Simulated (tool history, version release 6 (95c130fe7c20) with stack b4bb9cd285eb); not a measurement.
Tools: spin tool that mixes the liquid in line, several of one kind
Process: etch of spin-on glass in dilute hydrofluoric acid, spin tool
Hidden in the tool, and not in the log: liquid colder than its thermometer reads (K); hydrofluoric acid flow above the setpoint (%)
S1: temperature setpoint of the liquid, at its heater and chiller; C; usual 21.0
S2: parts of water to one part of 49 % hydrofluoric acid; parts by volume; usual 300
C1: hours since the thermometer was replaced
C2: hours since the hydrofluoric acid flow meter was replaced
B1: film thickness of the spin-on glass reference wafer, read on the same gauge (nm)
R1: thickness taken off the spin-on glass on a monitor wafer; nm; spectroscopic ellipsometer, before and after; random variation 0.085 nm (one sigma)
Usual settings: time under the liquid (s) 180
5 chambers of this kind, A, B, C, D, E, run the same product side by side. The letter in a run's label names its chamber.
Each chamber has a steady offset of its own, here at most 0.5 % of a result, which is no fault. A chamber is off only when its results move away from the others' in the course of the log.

Run 1A, day 0.408: usual settings; C1 526.5; C2 531.4; B1 139.97. Result: R1 12.816 nm.
Run 2D, day 0.708: usual settings; C1 232.7; C2 541.4; B1 139.99. Result: R1 12.964 nm.
Run 3B, day 0.950: usual settings; C1 357.3; C2 539.3; B1 139.99. Result: R1 13.040 nm.
Run 4C, day 1.454: usual settings; C1 1197.4; C2 674.6; B1 140.01. Result: R1 12.849 nm.
Run 5E, day 1.796: usual settings but S1 24.0 C; C1 275.9; C2 1258.0; B1 140.01. Result: R1 14.227 nm.
Run 6C, day 2.229: usual settings but S1 24.0 C; C1 1216.0; C2 693.2; B1 140.06. Result: R1 14.324 nm.
Run 7A, day 2.704: usual settings but S1 24.0 C; C1 581.6; C2 586.5; B1 139.98. Result: R1 14.469 nm.
Run 8B, day 3.083: usual settings but S1 24.0 C; C1 408.5; C2 590.5; B1 139.95. Result: R1 14.459 nm.
Run 9E, day 3.346: usual settings but S1 24.0 C; C1 313.1; C2 1295.2; B1 139.96. Result: R1 14.398 nm.
Run 10D, day 3.775: usual settings; C1 306.3; C2 615.0; B1 140.00. Result: R1 12.965 nm.
Run 11D, day 4.300: usual settings; C1 318.9; C2 627.6; B1 140.04. Result: R1 12.911 nm.
Run 12A, day 4.733: usual settings; C1 630.3; C2 635.2; B1 139.97. Result: R1 12.943 nm.
At day 4.967: chamber E: hydrofluoric acid flow meter replaced.
Run 13C, day 5.196: usual settings; C1 1287.2; C2 764.4; B1 139.96. Result: R1 12.832 nm.
Run 14E, day 5.696: usual settings; C1 369.5; C2 17.6; B1 139.99. Result: R1 12.690 nm.
Run 15B, day 6.092: usual settings; C1 480.7; C2 662.7; B1 140.03. Result: R1 12.962 nm.
Run 16B, day 6.371: usual settings; C1 487.4; C2 669.4; B1 139.99. Result: R1 12.991 nm.
Run 17D, day 6.762: usual settings; C1 378.0; C2 686.7; B1 140.02. Result: R1 13.073 nm.
Run 18C, day 7.300: usual settings; C1 1337.7; C2 814.9; B1 140.00. Result: R1 12.934 nm.
Run 19A, day 7.821: usual settings; C1 704.4; C2 709.3; B1 140.01. Result: R1 12.898 nm.
Run 20E, day 8.267: usual settings; C1 431.2; C2 79.3; B1 139.98. Result: R1 12.752 nm.
Run 21E, day 8.546: usual settings; C1 437.9; C2 86.0; B1 140.03. Result: R1 12.906 nm.
Run 22D, day 8.946: usual settings; C1 430.4; C2 739.1; B1 139.96. Result: R1 13.187 nm.
Run 23A, day 9.383: usual settings; C1 741.9; C2 746.8; B1 139.96. Result: R1 12.805 nm.
Run 24B, day 9.683: usual settings; C1 566.9; C2 748.9; B1 140.05. Result: R1 12.866 nm.
Run 25C, day 9.975: usual settings; C1 1401.9; C2 879.1; B1 139.98. Result: R1 12.864 nm.
Run 26B, day 10.229: usual settings; C1 580.0; C2 762.0; B1 140.00. Result: R1 12.942 nm.
Run 27E, day 10.642: usual settings but S1 18.5 C, S2 175 parts by volume; C1 488.2; C2 136.3; B1 139.97. Result: R1 21.998 nm.
Run 28A, day 11.162: usual settings but S1 18.5 C, S2 175 parts by volume; C1 784.6; C2 789.5; B1 139.93. Result: R1 22.383 nm.
Run 29C, day 11.542: usual settings but S1 18.5 C, S2 175 parts by volume; C1 1439.5; C2 916.7; B1 140.00. Result: R1 22.370 nm.
Run 30D, day 12.004: usual settings but S1 18.5 C, S2 175 parts by volume; C1 503.8; C2 812.5; B1 140.01. Result: R1 23.821 nm.
At day 12.217: chamber B: thermometer replaced.
Run 31C, day 12.479: usual settings but S1 18.5 C, S2 175 parts by volume; C1 1462.0; C2 939.2; B1 140.00. Result: R1 22.596 nm.
Run 32E, day 12.842: usual settings; C1 541.0; C2 189.1; B1 140.01. Result: R1 12.913 nm.
Run 33B, day 13.108: usual settings; C1 21.5; C2 831.1; B1 140.03. Result: R1 13.060 nm.
Run 34A, day 13.471: usual settings; C1 840.0; C2 844.9; B1 139.98. Result: R1 12.879 nm.
Run 35D, day 13.729: usual settings; C1 545.2; C2 853.9; B1 139.95. Result: R1 13.682 nm.
Run 36C, day 14.100: usual settings; C1 1500.9; C2 978.1; B1 140.01. Result: R1 12.914 nm.
Run 37E, day 14.379: usual settings; C1 577.9; C2 226.0; B1 140.03. Result: R1 12.753 nm.
Run 38D, day 14.833: usual settings; C1 571.7; C2 880.4; B1 140.04. Result: R1 13.684 nm.
Run 39B, day 15.271: usual settings; C1 73.4; C2 883.0; B1 140.02. Result: R1 13.088 nm.
Run 40A, day 15.667: usual settings; C1 892.7; C2 897.6; B1 140.02. Result: R1 12.678 nm.
Run 41A, day 16.179: usual settings; C1 905.0; C2 909.9; B1 139.98. Result: R1 12.952 nm.
Run 42C, day 16.438: usual settings; C1 1557.0; C2 1034.2; B1 139.98. Result: R1 12.888 nm.

Is one chamber off against the others, does the gauge drift, or is nothing wrong? If a chamber is off, say which, and what the likeliest cause is.

Chamber D drifts away from the others.
Cause: hydrofluoric acid flow above the setpoint (%) = 5.81.
The log may not tell that from: liquid hotter than its thermometer reads (K).

Here are 4 candidates for chamber D's next run, each the usual settings with a change, their results left as question marks. Which one brings its results back in line with what the others give on the usual settings?
In line means no further than this from the other chambers' mean on the usual settings: R1 0.300 nm
Run 43D-1, day 16.825: usual settings but time under the liquid (s) 185. Result: R1 ?.
Run 43D-2, day 16.825: usual settings but S2 305 parts by volume. Result: R1 ?.
Run 43D-3, day 16.825: usual settings but S1 19.0 C. Result: R1 ?.
Run 43D-4, day 16.825: usual settings but S1 23.0 C. Result: R1 ?.

The other chambers' mean on the usual settings: R1 12.897 nm
  run      R1
43D-1  14.221
43D-2  13.547
43D-3  12.858
43D-4  14.859
43D-3 brings the chamber back in line.
